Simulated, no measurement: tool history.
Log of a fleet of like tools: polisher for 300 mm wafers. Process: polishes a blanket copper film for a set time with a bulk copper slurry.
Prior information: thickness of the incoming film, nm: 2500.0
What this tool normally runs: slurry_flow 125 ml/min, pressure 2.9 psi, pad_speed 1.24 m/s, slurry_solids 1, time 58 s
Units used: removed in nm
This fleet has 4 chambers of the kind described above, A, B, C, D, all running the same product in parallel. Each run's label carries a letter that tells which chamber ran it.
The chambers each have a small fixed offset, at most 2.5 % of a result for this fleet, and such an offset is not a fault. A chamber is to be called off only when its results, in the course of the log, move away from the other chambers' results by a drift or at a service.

run   hour  slurry_flow  pressure  pad_speed  slurry_solids  time  wafers polished on this pad  hours since the slurry nozzle was cleaned  hours since the head pressure was calibrated  hours since the slurry blender was calibrated  removed
       5.3  -- chamber D: worn pad replaced by a new one
 1D    8.2          125       2.9       1.24              1    58                           18                                      192.9                                         145.3                                          316.1   651.89
      10.4  -- chamber D: slurry blender recalibrated
 2A   16.4          125       2.9       1.24              1    58                          759                                      219.9                                         112.6                                          133.3   623.71
 3C   21.9          125       2.9       1.24              1    58                          283                                       65.3                                         174.3                                          293.1   640.23
 4B   29.7          125       2.9       1.24              1    58                          459                                      298.3                                         313.4                                           51.4   654.32
      32.6  -- chamber C: slurry blender recalibrated
 5D   36.3          125       2.9       1.24              1    58                          199                                        221                                         173.4                                           25.9   655.62
      38.8  -- chamber B: worn pad replaced by a new one
 6A   42.5          125       2.9       1.24              1    58                          926                                        246                                         138.7                                          159.4    618.7
 7B   49.2          125       2.9       1.24              1    58                           67                                      317.8                                         332.9                                           70.9   645.72
 8C   52.9          125       2.9       1.24              1    58                          482                                       96.3                                         205.3                                           20.3   651.03
 9C   58.3          125       2.9       1.24              1    58                          517                                      101.7                                         210.7                                           25.7   638.78
10D   65.2          125       2.9       1.24              1    58                          384                                      249.9                                         202.3                                           54.8    641.3
11A   73.4          125       2.9       1.24              1    58                         1124                                      276.9                                         169.6                                          190.3   633.06
12B   79.7          125       2.9       1.24              1    58                          262                                      348.3                                         363.4                                          101.4   659.71
13D   87.4          125       2.9       1.24              1    58                          527                                      272.1                                         224.5                                             77   645.95
14C   91.8          125       2.9       1.24              1    58                          732                                      135.2                                         244.2                                           59.2   651.78
15A   98.8          125       2.9       1.24              1    58                         1287                                      302.3                                           195                                          215.7   612.14
16B  106.8          125       2.9       1.24              1    58                          436                                      375.4                                         390.5                                          128.5   650.58
     107.4  -- chamber D: worn pad replaced by a new one
17B  111.6          125       2.9       0.88           0.85    58                          467                                      380.2                                         395.3                                          133.3   449.39
18D  115.6          125       2.9       0.88           0.85    58                           52                                      300.3                                         252.7                                          105.2   438.14
19A  119.4          125       2.9       0.88           0.85    58                         1419                                      322.9                                         215.6                                          236.3   413.98
     123.4  -- chamber B: worn pad replaced by a new one
20C  126.7          125       2.9       0.88           0.85    58                          955                                      170.1                                         279.1                                           94.1   434.83
     127.4  -- chamber D: slurry nozzle cleaned
21B  133.1          125       2.9       1.24              1    58                           62                                      401.7                                         416.8                                          154.8   653.73
22A  137.1          125       2.9       1.24              1    58                         1533                                      340.6                                         233.3                                            254   591.24
23D    142          125       2.9       1.24              1    58                          222                                       14.6                                         279.1                                          131.6   649.45
24C  149.7          125       2.9       1.24              1    58                         1103                                      193.1                                         302.1                                          117.1   646.26
25A  156.6          125       2.9       1.24              1    58                         1658                                      360.1                                         252.8                                          273.5   579.01

All 4 chambers run these settings next. Forecast each chamber's results:
26A  162.5          125       2.9       1.24              1    58                                                                                                                                                                             ?
26B  162.5          125       2.9       1.24              1    58                                                                                                                                                                             ?
26C  162.5          125       2.9       1.24              1    58                                                                                                                                                                             ?
26D  162.5          125       2.9       1.24              1    58                                                                                                                                                                             ?

run  removed
26A   578.39
26B   668.23
26C   637.17
26D   640.13
